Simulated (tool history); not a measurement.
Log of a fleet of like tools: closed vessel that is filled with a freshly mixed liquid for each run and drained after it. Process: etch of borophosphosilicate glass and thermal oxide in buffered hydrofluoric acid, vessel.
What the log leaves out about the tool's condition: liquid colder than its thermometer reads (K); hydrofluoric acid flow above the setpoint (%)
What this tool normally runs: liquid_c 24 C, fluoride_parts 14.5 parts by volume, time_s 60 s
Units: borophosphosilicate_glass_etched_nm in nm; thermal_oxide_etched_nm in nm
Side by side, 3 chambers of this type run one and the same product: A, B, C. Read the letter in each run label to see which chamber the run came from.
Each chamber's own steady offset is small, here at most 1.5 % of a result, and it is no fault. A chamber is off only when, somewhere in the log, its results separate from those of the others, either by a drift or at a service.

run,hour,liquid_c,fluoride_parts,time_s,hours since the thermometer was replaced,hours since the hydrofluoric acid flow meter was replaced,"read-back film thickness of the borophosphosilicate glass reference wafer, read on the same gauge (nm)","read-back film thickness of the thermal oxide reference wafer, read on the same gauge (nm)",borophosphosilicate_glass_etched_nm,thermal_oxide_etched_nm
1B,4.3,24,14.5,60,2075.1,1116.4,120,130.01,151,46.95
2A,10.3,24,14.5,60,919.5,1740.4,119.97,129.98,149.79,46.57
3C,19.9,24,14.5,60,1033.1,1966.5,119.95,130,149.24,47.109
4C,28.3,24,14.5,60,1041.5,1974.9,119.96,130.02,150.01,46.49
5A,32.8,24,14.5,60,942,1762.9,119.97,129.99,150.38,46.723
6B,40.8,24,14.5,60,2111.6,1152.9,119.97,130.02,146.67,46.564
7B,45.1,24,14.5,60,2115.9,1157.2,120.03,129.96,146.47,47.126
8C,52.5,24,14.5,60,1065.7,1999.1,120.01,129.98,150.33,46.583
9A,62,24,17.5,85,971.2,1792.1,120,130.04,175.11,54.814
10B,71.4,24,17.5,85,2142.2,1183.5,120.05,129.99,174.22,54.812
11A,77.3,24,17.5,85,986.5,1807.4,120.02,129.98,176.15,55.016
12C,85.5,24,14.5,60,1098.7,2032.1,120,130.05,147.58,46.622
13C,94.1,24,14.5,60,1107.3,2040.7,119.99,129.98,146.89,46.587
14A,101.4,24,14.5,60,1010.6,1831.5,120.01,129.99,147.69,46.302
15B,107.2,24,14.5,60,2178,1219.3,120.02,130.02,148.61,47.341
16B,111.8,24,14.5,60,2182.6,1223.9,120,130.03,147.93,46.804
# hour 115.2: chamber B: thermometer replaced
17C,116.4,24,14.5,60,1129.6,2063,119.99,129.97,150.23,46.461
18A,124.3,24,12,60,1033.5,1854.4,119.97,129.99,180.23,55.766
19B,132.9,24,12,60,17.7,1245,120,130.03,178.94,57.133
20A,141.2,24,12,60,1050.4,1871.3,119.97,129.99,181,55.852
# hour 148.1: chamber B: hydrofluoric acid flow meter replaced
21C,149.6,24,14.5,60,1162.8,2096.2,119.99,129.92,149.24,46.82
22A,157.3,24,14.5,60,1066.5,1887.4,119.98,129.98,150.15,46.234
23C,163.8,24,14.5,60,1177,2110.4,120,130.06,148.56,46.498
24B,170.2,24,14.5,60,55,22.1,119.99,130.02,149.81,46.72
25A,178.6,24,14.5,60,1087.8,1908.7,119.97,130.04,149.52,47.022
26B,187,24,14.5,60,71.8,38.9,120.01,130,146.8,47.023
# hour 192: chamber C: hydrofluoric acid flow meter replaced
27C,194.1,24,14.5,60,1207.3,2.1,120.01,130.01,148,46.437
28C,200.8,26,14.5,60,1214,8.8,120.04,130,165.31,52.584
29B,209.2,26,14.5,60,94,61.1,120.05,130,164.31,52.193
30A,218.6,26,14.5,60,1127.8,1948.7,119.98,130.02,167.3,52.07
31B,226.7,24,14.5,95,111.5,78.6,120.01,129.96,234.04,74.393
32A,236,24,14.5,95,1145.2,1966.1,120.05,129.99,237.27,73.671
33C,245.2,24,14.5,95,1258.4,53.2,119.98,130,234.44,74.377
34A,252,24,14.5,60,1161.2,1982.1,119.99,130.03,151.28,46.949
35B,259.1,24,9.5,85,143.9,111,119.95,129.98,312.33,99.553
36C,264.9,24,9.5,85,1278.1,72.9,119.98,130.01,316.14,98.66
37C,271,24,9.5,85,1284.2,79,120.04,129.99,312.65,99.053
38B,275.5,24,14.5,60,160.3,127.4,120,130.02,145.44,46.842
39A,280.6,24,14.5,60,1189.8,2010.7,119.96,130.01,150.23,47.053
40A,285.6,24,14.5,60,1194.8,2015.7,119.94,129.99,149.55,46.553
41C,290.4,26.5,11,60,1303.6,98.4,120,130.08,223.49,70.676

Next, all 3 chambers run the settings below, one line each with question marks for the results. What does each chamber give?
42A,297.6,24,14.5,60,,,,,?,?
42B,297.6,24,14.5,60,,,,,?,?
42C,297.6,24,14.5,60,,,,,?,?

run,borophosphosilicate_glass_etched_nm,thermal_oxide_etched_nm
42A,150.17,46.904
42B,146.05,46.965
42C,147.44,47.032
